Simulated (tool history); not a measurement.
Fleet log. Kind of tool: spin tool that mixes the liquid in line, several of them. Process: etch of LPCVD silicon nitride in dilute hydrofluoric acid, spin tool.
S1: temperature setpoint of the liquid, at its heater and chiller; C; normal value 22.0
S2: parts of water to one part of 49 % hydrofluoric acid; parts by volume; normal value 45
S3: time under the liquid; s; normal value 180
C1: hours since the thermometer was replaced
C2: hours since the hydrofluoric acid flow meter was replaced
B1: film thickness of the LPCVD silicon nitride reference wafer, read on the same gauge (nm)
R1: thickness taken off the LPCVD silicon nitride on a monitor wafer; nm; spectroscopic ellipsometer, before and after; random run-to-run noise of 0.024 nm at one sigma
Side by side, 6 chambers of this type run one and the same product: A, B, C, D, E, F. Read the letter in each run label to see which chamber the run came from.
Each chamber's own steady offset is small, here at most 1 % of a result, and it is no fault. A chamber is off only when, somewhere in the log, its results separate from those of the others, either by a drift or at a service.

{"hour": 1.3, "done": "chamber A: hydrofluoric acid flow meter replaced"}
{"run": "1D", "hour": 9.8, "S1": 22.0, "S2": 45, "S3": 180, "C1": 145.5, "C2": 561.4, "B1": 110.03, "R1": 1.5486}
{"run": "2C", "hour": 16.5, "S1": 22.0, "S2": 45, "S3": 180, "C1": 1472.8, "C2": 289.6, "B1": 110.01, "R1": 1.5902}
{"run": "3B", "hour": 23.5, "S1": 22.0, "S2": 45, "S3": 180, "C1": 1034.3, "C2": 146.8, "B1": 110.01, "R1": 1.618}
{"run": "4E", "hour": 30.6, "S1": 22.0, "S2": 45, "S3": 180, "C1": 764.9, "C2": 836.1, "B1": 110.02, "R1": 1.5999}
{"run": "5A", "hour": 38.4, "S1": 22.0, "S2": 45, "S3": 180, "C1": 301.4, "C2": 37.2, "B1": 110.0, "R1": 1.5964}
{"run": "6F", "hour": 45.2, "S1": 22.0, "S2": 45, "S3": 180, "C1": 106.4, "C2": 1044.1, "B1": 110.01, "R1": 1.5647}
{"run": "7B", "hour": 54.5, "S1": 25.5, "S2": 45, "S3": 180, "C1": 1065.3, "C2": 177.8, "B1": 110.01, "R1": 1.9655}
{"run": "8A", "hour": 63.1, "S1": 25.5, "S2": 45, "S3": 180, "C1": 326.1, "C2": 61.9, "B1": 109.99, "R1": 2.0365}
{"run": "9C", "hour": 71.9, "S1": 25.5, "S2": 45, "S3": 180, "C1": 1528.2, "C2": 345.0, "B1": 109.96, "R1": 2.028}
{"run": "10E", "hour": 79.0, "S1": 25.5, "S2": 45, "S3": 180, "C1": 813.3, "C2": 884.5, "B1": 110.0, "R1": 2.0075}
{"run": "11D", "hour": 87.4, "S1": 25.5, "S2": 45, "S3": 180, "C1": 223.1, "C2": 639.0, "B1": 109.98, "R1": 1.9941}
{"run": "12F", "hour": 93.5, "S1": 25.5, "S2": 45, "S3": 180, "C1": 154.7, "C2": 1092.4, "B1": 109.99, "R1": 2.0265}
{"run": "13B", "hour": 102.4, "S1": 22.0, "S2": 45, "S3": 180, "C1": 1113.2, "C2": 225.7, "B1": 110.03, "R1": 1.5917}
{"run": "14E", "hour": 111.0, "S1": 22.0, "S2": 45, "S3": 180, "C1": 845.3, "C2": 916.5, "B1": 109.99, "R1": 1.5377}
{"run": "15A", "hour": 120.6, "S1": 22.0, "S2": 45, "S3": 180, "C1": 383.6, "C2": 119.4, "B1": 110.0, "R1": 1.5961}
{"run": "16F", "hour": 130.5, "S1": 22.0, "S2": 45, "S3": 180, "C1": 191.7, "C2": 1129.4, "B1": 110.0, "R1": 1.5656}
{"run": "17D", "hour": 139.8, "S1": 22.0, "S2": 45, "S3": 180, "C1": 275.5, "C2": 691.4, "B1": 110.03, "R1": 1.5672}
{"run": "18C", "hour": 148.3, "S1": 22.0, "S2": 45, "S3": 180, "C1": 1604.6, "C2": 421.4, "B1": 110.03, "R1": 1.6214}
{"run": "19E", "hour": 159.1, "S1": 22.0, "S2": 45, "S3": 180, "C1": 893.4, "C2": 964.6, "B1": 110.04, "R1": 1.5462}
{"hour": 165.2, "done": "chamber B: thermometer replaced"}
{"run": "20B", "hour": 169.8, "S1": 22.0, "S2": 45, "S3": 180, "C1": 4.6, "C2": 293.1, "B1": 109.99, "R1": 1.5369}
{"run": "21D", "hour": 176.9, "S1": 22.0, "S2": 45, "S3": 180, "C1": 312.6, "C2": 728.5, "B1": 110.02, "R1": 1.5549}
{"run": "22A", "hour": 182.7, "S1": 22.0, "S2": 45, "S3": 180, "C1": 445.7, "C2": 181.5, "B1": 110.02, "R1": 1.642}
{"run": "23F", "hour": 191.6, "S1": 22.0, "S2": 45, "S3": 180, "C1": 252.8, "C2": 1190.5, "B1": 110.01, "R1": 1.6142}
{"run": "24C", "hour": 198.9, "S1": 22.0, "S2": 45, "S3": 180, "C1": 1655.2, "C2": 472.0, "B1": 110.0, "R1": 1.5689}
{"run": "25E", "hour": 209.4, "S1": 22.0, "S2": 45, "S3": 180, "C1": 943.7, "C2": 1014.9, "B1": 110.0, "R1": 1.5667}
{"run": "26F", "hour": 215.4, "S1": 22.0, "S2": 45, "S3": 180, "C1": 276.6, "C2": 1214.3, "B1": 109.99, "R1": 1.6064}
{"hour": 216.2, "done": "chamber E: hydrofluoric acid flow meter replaced"}
{"run": "27D", "hour": 224.0, "S1": 22.0, "S2": 45, "S3": 180, "C1": 359.7, "C2": 775.6, "B1": 109.99, "R1": 1.5904}
{"run": "28B", "hour": 233.3, "S1": 22.0, "S2": 45, "S3": 180, "C1": 68.1, "C2": 356.6, "B1": 109.99, "R1": 1.5466}
{"run": "29A", "hour": 243.0, "S1": 22.0, "S2": 45, "S3": 180, "C1": 506.0, "C2": 241.8, "B1": 110.01, "R1": 1.6907}
{"run": "30C", "hour": 249.6, "S1": 22.0, "S2": 45, "S3": 180, "C1": 1705.9, "C2": 522.7, "B1": 109.99, "R1": 1.5556}
{"run": "31C", "hour": 258.8, "S1": 22.0, "S2": 45, "S3": 180, "C1": 1715.1, "C2": 531.9, "B1": 110.0, "R1": 1.5946}
{"run": "32D", "hour": 268.3, "S1": 22.0, "S2": 45, "S3": 180, "C1": 404.0, "C2": 819.9, "B1": 110.0, "R1": 1.5903}
{"run": "33F", "hour": 275.8, "S1": 22.0, "S2": 45, "S3": 180, "C1": 337.0, "C2": 1274.7, "B1": 110.0, "R1": 1.5751}
{"run": "34E", "hour": 281.5, "S1": 22.0, "S2": 25, "S3": 100, "C1": 1015.8, "C2": 65.4, "B1": 109.98, "R1": 1.5713}
{"run": "35B", "hour": 288.6, "S1": 22.0, "S2": 25, "S3": 100, "C1": 123.4, "C2": 411.9, "B1": 110.0, "R1": 1.5173}
{"run": "36A", "hour": 294.0, "S1": 22.0, "S2": 25, "S3": 100, "C1": 557.0, "C2": 292.8, "B1": 109.98, "R1": 1.7144}
{"run": "37E", "hour": 300.3, "S1": 22.0, "S2": 25, "S3": 100, "C1": 1034.6, "C2": 84.2, "B1": 110.01, "R1": 1.5788}
{"run": "38D", "hour": 307.2, "S1": 22.0, "S2": 25, "S3": 100, "C1": 442.9, "C2": 858.8, "B1": 109.99, "R1": 1.5844}
{"run": "39B", "hour": 314.4, "S1": 22.0, "S2": 25, "S3": 100, "C1": 149.2, "C2": 437.7, "B1": 110.01, "R1": 1.5444}
{"run": "40C", "hour": 322.2, "S1": 22.0, "S2": 45, "S3": 180, "C1": 1778.5, "C2": 595.3, "B1": 109.97, "R1": 1.5654}
{"run": "41F", "hour": 326.9, "S1": 22.0, "S2": 45, "S3": 180, "C1": 388.1, "C2": 1325.8, "B1": 110.01, "R1": 1.5862}
{"run": "42A", "hour": 333.1, "S1": 22.0, "S2": 45, "S3": 180, "C1": 596.1, "C2": 331.9, "B1": 110.02, "R1": 1.7208}
{"run": "43E", "hour": 338.8, "S1": 22.0, "S2": 45, "S3": 180, "C1": 1073.1, "C2": 122.7, "B1": 109.99, "R1": 1.6184}

Is one chamber out of step, is the gauge drifting, or do the chambers differ by no more than their own small offsets? For an off chamber, give its letter and the likeliest cause.

It is chamber A that slowly wanders off from its peers.
Likeliest cause: liquid hotter than its thermometer reads (K) = 1.4.
The log may not separate it from: hydrofluoric acid flow above the setpoint (%).

Below are 4 candidate recipes for chamber A's next run, each the usual settings with a change, their results shown as question marks. Which of them brings A's results back in line with what the other chambers give on the usual settings?
Counts as in line when no further than this from what the other chambers average on the usual settings: R1 0.0820 nm
{"run": "44A-1", "hour": 346.7, "S1": 22.0, "S2": 45, "S3": 215, "R1": "?"}
{"run": "44A-2", "hour": 346.7, "S1": 22.0, "S2": 45, "S3": 160, "R1": "?"}
{"run": "44A-3", "hour": 346.7, "S1": 22.5, "S2": 45, "S3": 195, "R1": "?"}
{"run": "44A-4", "hour": 346.7, "S1": 21.5, "S2": 45, "S3": 155, "R1": "?"}

What the other chambers average on the usual settings: R1 1.5847 nm
run=44A-1 R1=2.1092
run=44A-2 R1=1.5696
run=44A-3 R1=1.9789
run=44A-4 R1=1.4697
It is 44A-2 that realigns the chamber with its peers.

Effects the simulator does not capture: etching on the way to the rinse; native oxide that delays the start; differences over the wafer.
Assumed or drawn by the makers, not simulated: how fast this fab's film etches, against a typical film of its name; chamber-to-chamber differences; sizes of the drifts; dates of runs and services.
